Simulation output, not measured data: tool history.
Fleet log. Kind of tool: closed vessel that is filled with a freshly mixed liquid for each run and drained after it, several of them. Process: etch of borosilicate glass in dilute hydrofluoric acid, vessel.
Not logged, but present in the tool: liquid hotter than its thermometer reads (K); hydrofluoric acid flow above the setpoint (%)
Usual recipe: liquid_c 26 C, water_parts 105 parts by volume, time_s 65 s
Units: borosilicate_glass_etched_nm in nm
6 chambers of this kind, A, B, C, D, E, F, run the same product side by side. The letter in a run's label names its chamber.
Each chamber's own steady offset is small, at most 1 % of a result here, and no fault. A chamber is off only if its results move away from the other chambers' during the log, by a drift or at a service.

run,hour,liquid_c,water_parts,time_s,hours since the thermometer was replaced,hours since the hydrofluoric acid flow meter was replaced,"read-back film thickness of the borosilicate glass reference wafer, read on the same gauge (nm)",borosilicate_glass_etched_nm
1C,9.6,26,105,65,794.6,520.3,130.01,18.449
2D,22.6,26,105,65,1029.4,247.1,130.01,18.277
3A,31.4,26,105,65,1872,575.9,130.01,18.618
4F,46.1,26,105,65,1454.2,433.4,129.97,18.418
5B,59.3,26,105,65,1162,1693.7,129.99,18.628
6E,68.2,26,105,65,762.3,618.7,129.99,18.36
7F,78.5,26,105,65,1486.6,465.8,130.02,18.49
8D,85.2,26,105,65,1092,309.7,129.98,18.32
9C,92.9,26,105,65,877.9,603.6,130,18.327
10A,106.8,26,105,65,1947.4,651.3,130,18.736
# hour 107.2: chamber B: hydrofluoric acid flow meter replaced
11E,117.1,26,105,65,811.2,667.6,130,18.365
12B,129.5,26,105,65,1232.2,22.3,130.04,18.207
13A,138.3,26,105,65,1978.9,682.8,130,18.563
14E,150.2,26,105,65,844.3,700.7,130,18.254
15F,164.2,21,105,65,1572.3,551.5,129.98,15.23
16D,172,21,105,65,1178.8,396.5,130,15.163
# hour 173.3: chamber A: thermometer replaced
17C,186,21,105,65,971,696.7,130,15.041
18B,199.4,21,105,65,1302.1,92.2,130.01,14.935
19F,210.4,21,105,65,1618.5,597.7,130.02,15.468
20B,223,21,105,65,1325.7,115.8,130,15.078
21C,229.5,26,105,65,1014.5,740.2,129.99,18.653
22D,243.9,26,105,65,1250.7,468.4,130,18.232
23A,255.4,26,105,65,82.2,799.9,130,18.493
24E,265.3,26,105,65,959.4,815.8,130,18.468
25D,273.8,26,105,65,1280.6,498.3,130.02,18.21
26C,286.6,26,105,65,1071.6,797.3,130,18.501
27F,296.8,26,105,65,1704.9,684.1,130.02,18.51
28B,305.1,26,75,65,1407.8,197.9,129.97,26.936
29E,313.7,26,75,65,1007.8,864.2,130.01,27.416
30A,323.3,26,75,65,150.1,867.8,129.99,26.951
31A,334.3,26,75,65,161.1,878.8,130.01,27.092
32F,341.2,26,75,65,1749.3,728.5,130,27.3
33D,352.6,26,75,65,1359.4,577.1,130,26.885
34E,363.7,28,120,65,1057.8,914.2,130,17.368
35B,370.8,28,120,65,1473.5,263.6,129.98,16.966
36C,379,28,120,65,1164,889.7,130.01,17.057
37F,391.8,28,120,65,1799.9,779.1,130.02,17.309
38C,402.8,28,120,65,1187.8,913.5,129.99,16.943
39B,411.1,28,120,65,1513.8,303.9,130,16.918
40D,423.5,26,105,65,1430.3,648,130,18.349
41A,431.9,26,105,65,258.7,976.4,130,18.471
42E,439.8,28,105,30,1133.9,990.3,130.02,9.2613
43C,446.6,28,105,30,1231.6,957.3,130.03,9.2406

Is one chamber off against the others, does the gauge drift, or is nothing wrong? If a chamber is off, say which, and what the likeliest cause is.

No chamber is off and the gauge is stable; the differences are just each chamber's small, constant offset.
